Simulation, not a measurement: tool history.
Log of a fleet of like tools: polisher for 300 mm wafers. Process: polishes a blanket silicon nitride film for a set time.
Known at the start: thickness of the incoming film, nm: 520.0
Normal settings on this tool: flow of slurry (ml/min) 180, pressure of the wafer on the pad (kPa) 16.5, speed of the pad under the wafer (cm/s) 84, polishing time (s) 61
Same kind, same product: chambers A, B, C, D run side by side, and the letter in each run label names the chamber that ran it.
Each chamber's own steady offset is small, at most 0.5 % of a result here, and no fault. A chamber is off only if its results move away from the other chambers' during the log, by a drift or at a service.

run,hour,flow of slurry (ml/min),pressure of the wafer on the pad (kPa),speed of the pad under the wafer (cm/s),polishing time (s),wafers polished on this pad,hours since the slurry nozzle was cleaned,hours since the head pressure was calibrated,film removed (Å)
1A,3.9,180,16.5,84,61,396,486.8,456.2,624.36
2D,7.4,180,16.5,84,61,1099,29.8,649,639.46
3C,10,180,16.5,84,61,169,488.3,206,635.64
# hour 14.3: chamber D: worn pad replaced by a new one
# hour 15.2: chamber B: worn pad replaced by a new one
4B,15.4,180,16.5,84,61,2,139.6,124.7,634.59
5B,20.8,180,16.5,84,61,59,145,130.1,627.8
6A,25.3,180,16.5,84,61,621,508.2,477.6,634.93
7C,30.6,180,16.5,84,61,386,508.9,226.6,626.3
8D,35,125,16.5,84,61,218,57.4,676.6,603.43
9D,40.1,125,16.5,84,61,271,62.5,681.7,596.23
10B,44.6,125,16.5,84,61,309,168.8,153.9,600.34
# hour 49.9: chamber C: worn pad replaced by a new one
11A,50,125,16.5,84,61,880,532.9,502.3,590.62
12C,55.3,180,16.5,84,61,57,533.6,251.3,639
13C,58.2,180,16.5,84,61,87,536.5,254.2,630.69
14A,61.9,180,16.5,84,61,1005,544.8,514.2,622.47
15B,64.9,180,16.5,84,61,522,189.1,174.2,623.68
16D,68.9,180,16.5,84,61,574,91.3,710.5,635.93
17B,72.9,180,16.5,84,61,606,197.1,182.2,626.63
18D,75.3,180,16.5,84,61,641,97.7,716.9,630.1
# hour 79: chamber B: worn pad replaced by a new one
19A,79.7,180,16.5,84,61,1192,562.6,532,614.43
20C,84,180,16.5,84,74,358,562.3,280,761.68
21B,89.3,180,16.5,84,74,108,213.5,198.6,782.07
22C,94.7,180,16.5,84,74,470,573,290.7,757.79
23A,99.4,180,16.5,84,74,1399,582.3,551.7,744.6
24D,102.4,180,16.5,84,61,925,124.8,744,634.9
# hour 102.6: chamber C: worn pad replaced by a new one
25A,107.7,180,16.5,84,61,1486,590.6,560,603.88
26D,111.2,180,16.5,84,61,1018,133.6,752.8,632.04
27C,115.6,180,16.5,84,61,136,593.9,311.6,626.24
28B,119.6,180,16.5,84,61,426,243.8,228.9,633.18
29A,123.4,180,16.5,84,61,1651,606.3,575.7,607.09
30C,128.4,180,16.5,84,61,271,606.7,324.4,647.68
31D,132.5,180,14.5,84,51,1241,154.9,774.1,459.11
# hour 132.7: chamber D: worn pad replaced by a new one
32B,136.3,180,14.5,84,51,602,260.5,245.6,459.97
33A,138.7,180,14.5,84,51,1812,621.6,591,435.5
34B,143.1,180,14.5,84,51,673,267.3,252.4,463.36
35D,147.5,180,16.5,84,61,156,169.9,789.1,625.9
# hour 148.3: chamber B: worn pad replaced by a new one
36C,150.6,180,16.5,84,61,504,628.9,346.6,618.94
# hour 153.8: chamber C: worn pad replaced by a new one
37C,154.6,145,16.5,84,61,8,632.9,350.6,617.3
38D,158.5,145,16.5,84,61,271,180.9,800.1,601.6
39B,161.3,145,16.5,84,61,136,285.5,270.6,618.5
40A,164.7,145,16.5,84,61,2085,647.6,617,580.54
41D,168.2,180,16.5,84,61,373,190.6,809.8,641.87
42B,171.2,180,16.5,84,61,240,295.4,280.5,628.92
43A,175.2,180,16.5,84,61,2195,658.1,627.5,594.89
44C,177.8,180,16.5,84,61,252,656.1,373.8,643.35

Predict what each chamber gives when all 4 of them run the settings below next.
45A,181.8,180,16.5,84,61,,,,?
45B,181.8,180,16.5,84,61,,,,?
45C,181.8,180,16.5,84,61,,,,?
45D,181.8,180,16.5,84,61,,,,?

run,film removed (Å)
45A,594.01
45B,641.68
45C,628.73
45D,628.51
